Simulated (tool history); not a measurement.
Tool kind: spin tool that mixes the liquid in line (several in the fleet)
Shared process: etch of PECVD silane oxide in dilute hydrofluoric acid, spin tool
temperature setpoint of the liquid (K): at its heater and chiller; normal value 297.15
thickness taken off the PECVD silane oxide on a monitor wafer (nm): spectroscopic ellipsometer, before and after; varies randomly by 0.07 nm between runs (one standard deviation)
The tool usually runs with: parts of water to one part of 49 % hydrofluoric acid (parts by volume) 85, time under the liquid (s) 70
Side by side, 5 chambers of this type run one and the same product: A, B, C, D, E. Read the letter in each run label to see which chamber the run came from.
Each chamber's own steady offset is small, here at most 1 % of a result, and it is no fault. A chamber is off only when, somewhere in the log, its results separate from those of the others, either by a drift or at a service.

run	hour	temperature setpoint of the liquid (K)	parts of water to one part of 49 % hydrofluoric acid (parts by volume)	time under the liquid (s)	read-back film thickness of the PECVD silane oxide reference wafer, read on the same gauge (nm)	thickness taken off the PECVD silane oxide on a monitor wafer (nm)
1E	14.9	297.15	85	70	89.998	14.256
2B	31	297.15	85	70	89.996	14.387
3A	40.4	297.15	85	70	89.994	14.501
4C	49.6	297.15	85	70	90.002	14.459
5D	63.1	297.15	85	70	89.997	14.327
6E	71.8	297.15	85	70	89.993	14.489
# hour 75.8: chamber C: thermometer replaced
7A	81	297.15	85	70	89.982	14.253
8D	97.4	297.15	85	70	89.993	14.457
9C	112.5	297.15	85	70	90.004	14.549
10B	129	297.15	85	70	90.001	14.43
11C	137.5	297.15	85	70	90.003	14.277
12A	148.6	297.15	85	70	89.993	14.396
13D	161.6	297.15	85	70	90.003	14.453
14B	175.2	297.15	85	70	89.988	14.424
15E	190.8	297.15	85	70	90.008	14.299
16C	204	297.15	85	70	89.988	14.421
17D	215	297.15	85	70	89.991	14.386
18B	226.5	297.15	85	70	90.011	14.355
19E	242.7	297.15	50	70	89.998	25.224
20A	258.8	297.15	50	70	89.99	26.785
21B	275.2	297.15	50	70	89.99	25.674
22D	286.3	297.15	50	70	90.01	25.694
23C	299.8	297.15	50	70	90.019	25.366
24E	312.2	297.15	85	70	89.993	14.387
25A	326	297.15	85	70	89.999	15.256
26E	340.3	297.15	85	70	89.983	14.412
27C	351.8	297.15	50	70	90.007	25.528
28A	361	297.15	50	70	90.013	27.389
29B	374	297.15	50	70	90.008	25.907
30D	385.4	297.15	50	70	90.004	25.671
31B	399.7	297.15	50	70	90.006	25.835

All chambers now run identical settings, listed one chamber a line with results as question marks. What results will each chamber show?
32A	411.6	297.15	85	45		?
32B	411.6	297.15	85	45		?
32C	411.6	297.15	85	45		?
32D	411.6	297.15	85	45		?
32E	411.6	297.15	85	45		?

run	thickness taken off the PECVD silane oxide on a monitor wafer (nm)
32A	9.8979
32B	9.2177
32C	9.2261
32D	9.317
32E	9.2027
